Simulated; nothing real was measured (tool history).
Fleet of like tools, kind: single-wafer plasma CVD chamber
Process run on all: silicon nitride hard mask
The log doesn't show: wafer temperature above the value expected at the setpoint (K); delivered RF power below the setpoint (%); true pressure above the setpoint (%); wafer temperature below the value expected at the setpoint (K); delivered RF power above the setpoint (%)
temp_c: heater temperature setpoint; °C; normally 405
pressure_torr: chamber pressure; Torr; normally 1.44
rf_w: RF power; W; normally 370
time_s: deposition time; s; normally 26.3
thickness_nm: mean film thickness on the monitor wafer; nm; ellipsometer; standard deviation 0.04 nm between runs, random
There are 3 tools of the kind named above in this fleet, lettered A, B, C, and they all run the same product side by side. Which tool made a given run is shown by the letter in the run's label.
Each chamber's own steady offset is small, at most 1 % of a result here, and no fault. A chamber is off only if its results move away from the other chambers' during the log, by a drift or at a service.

run     day  temp_c  pressure_torr  rf_w  time_s  hours since the last thermocouple change  hours since the last RF generator calibration  hours since the last manometer calibration  read-back reference wafer on the same gauge, thickness_nm  thickness_nm
 1B   0.325     405           1.44   370    26.3                                     886.2                                         2115.3                                      2211.3                                                     26.793        33.405
 2C   0.646     405           1.44   370    26.3                                       131                                            447                                       686.5                                                     26.799        33.373
 3A   0.988     405           1.44   370    26.3                                     973.3                                          750.6                                      1902.1                                                     26.786        33.758
 4A   1.292     405           1.44   370    26.3                                     980.6                                          757.9                                      1909.4                                                     26.794        33.765
 5C   1.488     405           1.44   370    26.3                                     151.2                                          467.2                                       706.7                                                     26.784        33.334
 6B   1.858     405           1.44   370    26.3                                       923                                         2152.1                                      2248.1                                                      26.78        33.454
 7A     2.1     405           1.44   370    26.3                                      1000                                          777.3                                      1928.8                                                     26.781        33.739
 8B     2.4     405           1.44   370    26.3                                       936                                         2165.1                                      2261.1                                                     26.773        33.511
 9C   2.692     400           1.65   370    26.3                                     180.1                                          496.1                                       735.6                                                     26.771        34.695
10C     2.9     400           1.65   370    26.3                                     185.1                                          501.1                                       740.6                                                     26.773         34.69
11A   3.292     400           1.65   370    26.3                                    1028.6                                          805.9                                      1957.4                                                     26.764        35.127
12B   3.492     405           1.44   370    26.3                                     962.2                                         2191.3                                      2287.3                                                     26.762        33.491
13A   3.733     405           1.44   370    26.3                                    1039.2                                          816.5                                        1968                                                     26.767        33.734
14C   3.992     405           1.44   370    26.3                                     211.3                                          527.3                                       766.8                                                     26.755        33.331
15B   4.375     411           1.44   370    26.3                                     983.4                                         2212.5                                      2308.5                                                     26.757        33.311
16C   4.725     411           1.44   370    26.3                                     228.9                                          544.9                                       784.4                                                     26.748        33.266
17B   4.992     411           1.44   370    26.3                                     998.2                                         2227.3                                      2323.3                                                     26.751        33.353
18A   5.333     405           1.44   370    26.3                                    1077.6                                          854.9                                      2006.4                                                     26.739        33.733
19B   5.554     394           1.44   315    26.3                                    1011.7                                         2240.8                                      2336.8                                                     26.738        30.378
20A    5.85     394           1.44   315    26.3                                      1090                                          867.3                                      2018.8                                                     26.743        30.566
21C   6.204     394           1.44   315    26.3                                     264.4                                          580.4                                       819.9                                                     26.737        30.184
22C   6.575     405           1.44   370    26.3                                     273.3                                          589.3                                       828.8                                                     26.731         33.28
23B   6.792     405           1.44   370    26.3                                    1041.4                                         2270.5                                      2366.5                                                     26.741         33.34
24A   7.179     418           1.44   395    26.3                                    1121.9                                          899.2                                      2050.7                                                     26.726        34.906
25A   7.575     418           1.44   395    26.3                                    1131.4                                          908.7                                      2060.2                                                     26.722        34.907
26B   7.783     418           1.44   395    26.3                                    1065.2                                         2294.3                                      2390.3                                                     26.719        34.503
27C   8.138     405           1.44   370    26.3                                     310.8                                          626.8                                       866.3                                                     26.724        33.306
28B   8.429     417           1.74   370    26.3                                    1080.7                                         2309.8                                      2405.8                                                     26.718        35.001
29C   8.788     417           1.74   370    26.3                                     326.4                                          642.4                                       881.9                                                      26.71        34.913
30A   9.175     417           1.74   370    26.3                                    1169.8                                          947.1                                      2098.6                                                     26.708        35.354
31A   9.442     405           1.44   370    26.3                                    1176.2                                          953.5                                        2105                                                     26.702        33.691
32B   9.767     405           1.44   370    26.3                                    1112.8                                         2341.9                                      2437.9                                                     26.704        33.407
33C  10.029     405           1.73   370    26.3                                     356.2                                          672.2                                       911.7                                                     26.699        35.086
34C  10.292     405           1.73   370    26.3                                     362.5                                          678.5                                         918                                                     26.692        35.096
35A  10.592     405           1.73   370    26.3                                    1203.8                                          981.1                                      2132.6                                                     26.696        35.447
36B  10.942     405           1.44   370    26.3                                      1141                                         2370.1                                      2466.1                                                     26.689        33.387
37C  11.183     405           1.44   370    26.3                                     383.9                                          699.9                                       939.4                                                     26.677        33.179
38A  11.554     405           1.44   370    26.3                                    1226.9                                         1004.2                                      2155.7                                                     26.682        33.662
39B    11.9     405           1.44   370    26.3                                      1164                                         2393.1                                      2489.1                                                     26.678        33.322
40C  12.283     405           1.44   370    26.3                                     410.3                                          726.3                                       965.8                                                     26.674        33.133
41A  12.479     405           1.44   370    26.3                                    1249.1                                         1026.4                                      2177.9                                                     26.665        33.577

What goes on in this fleet: one chamber off, a drifting gauge, or nothing beyond the chambers' own small offsets? Name the chamber and the cause, if any.

Gauge drift. The chambers move together only on paper, and none stands off.
Likeliest cause: gauge reads low (%) = 0.489.

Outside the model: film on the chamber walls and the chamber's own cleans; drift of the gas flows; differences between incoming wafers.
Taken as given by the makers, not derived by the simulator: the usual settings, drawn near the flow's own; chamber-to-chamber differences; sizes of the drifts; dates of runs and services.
